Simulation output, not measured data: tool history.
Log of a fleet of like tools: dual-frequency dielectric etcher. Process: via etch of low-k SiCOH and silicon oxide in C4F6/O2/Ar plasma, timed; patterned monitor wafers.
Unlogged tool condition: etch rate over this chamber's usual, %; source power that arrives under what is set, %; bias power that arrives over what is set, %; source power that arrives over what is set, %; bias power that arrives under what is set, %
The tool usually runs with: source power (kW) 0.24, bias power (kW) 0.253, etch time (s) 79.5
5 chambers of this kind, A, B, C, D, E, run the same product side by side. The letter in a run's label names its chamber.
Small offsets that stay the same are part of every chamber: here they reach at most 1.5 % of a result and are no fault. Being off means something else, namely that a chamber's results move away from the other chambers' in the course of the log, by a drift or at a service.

run,day,source power (kW),bias power (kW),etch time (s),hours since the last wet clean,hours since the last source power generator calibration,hours since the last bias power generator calibration,"read-back reference wafer on the same gauge, depth_nm",mean etch depth across the wafer (Å)
1E,0.45,0.24,0.253,79.5,521.2,605.9,2144.7,193.07,2055.6
2D,0.708,0.24,0.253,79.5,348.9,2368.7,3197.3,193.33,2047.3
3C,1.258,0.24,0.253,79.5,219.3,1303.1,831.9,193.09,2055.8
4B,1.612,0.24,0.253,79.5,127.4,710,1025.1,193.35,2073.2
5A,2.025,0.24,0.253,79.5,357.4,208,2047.3,192.85,2048.7
6E,2.542,0.24,0.253,79.5,571.4,656.1,2194.9,193.15,2062.8
# day 2.683: chamber E: wet clean of the chamber
7A,2.804,0.24,0.253,79.5,376.1,226.7,2066,192.68,2051.9
8B,3.325,0.21,0.199,79.5,168.5,751.1,1066.2,192.95,1797
9C,3.838,0.21,0.199,79.5,281.2,1365,893.8,193.03,1799.9
# day 4.117: chamber D: wet clean of the chamber
10D,4.346,0.21,0.199,79.5,5.6,2456,3284.6,193.08,1779.5
11D,4.75,0.21,0.199,79.5,15.3,2465.7,3294.3,193.1,1790.8
12E,5.204,0.21,0.199,79.5,60.5,720,2258.8,192.81,1804.7
13A,5.529,0.26,0.253,79.5,441.5,292.1,2131.4,193.18,2112.1
14C,5.938,0.26,0.253,79.5,331.6,1415.4,944.2,192.91,2154
15B,6.217,0.26,0.253,79.5,237.9,820.5,1135.6,193.01,2130.9
16E,6.633,0.26,0.253,79.5,94.8,754.3,2293.1,193.18,2116.9
17A,6.871,0.26,0.253,79.5,473.7,324.3,2163.6,192.96,2110.4
18D,7.304,0.24,0.253,79.5,76.6,2527,3355.6,193.16,2033.3
# day 7.738: chamber A: wet clean of the chamber
19C,7.783,0.24,0.253,79.5,375.9,1459.7,988.5,193.04,2076.3
20B,8.1,0.24,0.253,79.5,283.1,865.7,1180.8,192.93,2068.2
21A,8.579,0.24,0.253,93,20.2,365.3,2204.6,193.06,2371.6
22E,8.867,0.24,0.253,93,148.4,807.9,2346.7,192.87,2401.7
23C,9.225,0.24,0.253,93,410.5,1494.3,1023.1,192.95,2428.4
24B,9.704,0.24,0.253,93,321.6,904.2,1219.3,193.01,2419
25D,10.196,0.24,0.253,93,146,2596.4,3425,192.89,2400.5
26A,10.438,0.24,0.253,79.5,64.8,409.9,2249.2,192.87,2050.2
27B,10.983,0.24,0.253,79.5,352.3,934.9,1250,193.21,2068.2
28D,11.475,0.24,0.253,98.5,176.7,2627.1,3455.7,193.13,2519
29C,11.904,0.24,0.253,98.5,474.8,1558.6,1087.4,193.02,2574.8
30E,12.438,0.24,0.253,98.5,234.1,893.6,2432.4,193.15,2544.6
31A,12.679,0.24,0.253,98.5,118.6,463.7,2303,192.96,2543.8
32B,13.088,0.24,0.253,98.5,402.8,985.4,1300.5,193.4,2588.4
33E,13.429,0.24,0.253,79.5,257.9,917.4,2456.2,192.89,2053.6
# day 13.654: chamber B: wet clean of the chamber
34C,13.879,0.24,0.253,79.5,522.2,1606,1134.8,192.82,2078.2
35D,14.392,0.24,0.253,79.5,246.7,2697.1,3525.7,192.98,2045.9
36A,14.825,0.18,0.253,79.5,170.1,515.2,2354.5,193.06,1826.5
37B,15.283,0.18,0.253,79.5,39.2,1038.1,1353.2,192.93,1852.6
38C,15.833,0.18,0.253,79.5,569.1,1652.9,1181.7,192.71,1861.2
39D,16.325,0.18,0.253,79.5,293.1,2743.5,3572.1,193.08,1827.7
40E,16.871,0.18,0.253,79.5,340.5,1000,2538.8,193.1,1848.6
41E,17.158,0.24,0.253,79.5,347.4,1006.9,2545.7,193.22,2054.7

Each of the 5 chambers runs these same settings next. Fill in every chamber's results:
42A,17.554,0.28,0.253,79.5,,,,,?
42B,17.554,0.28,0.253,79.5,,,,,?
42C,17.554,0.28,0.253,79.5,,,,,?
42D,17.554,0.28,0.253,79.5,,,,,?
42E,17.554,0.28,0.253,79.5,,,,,?

run,mean etch depth across the wafer (Å)
42A,2186
42B,2187.5
42C,2199
42D,2158.3
42E,2205.8

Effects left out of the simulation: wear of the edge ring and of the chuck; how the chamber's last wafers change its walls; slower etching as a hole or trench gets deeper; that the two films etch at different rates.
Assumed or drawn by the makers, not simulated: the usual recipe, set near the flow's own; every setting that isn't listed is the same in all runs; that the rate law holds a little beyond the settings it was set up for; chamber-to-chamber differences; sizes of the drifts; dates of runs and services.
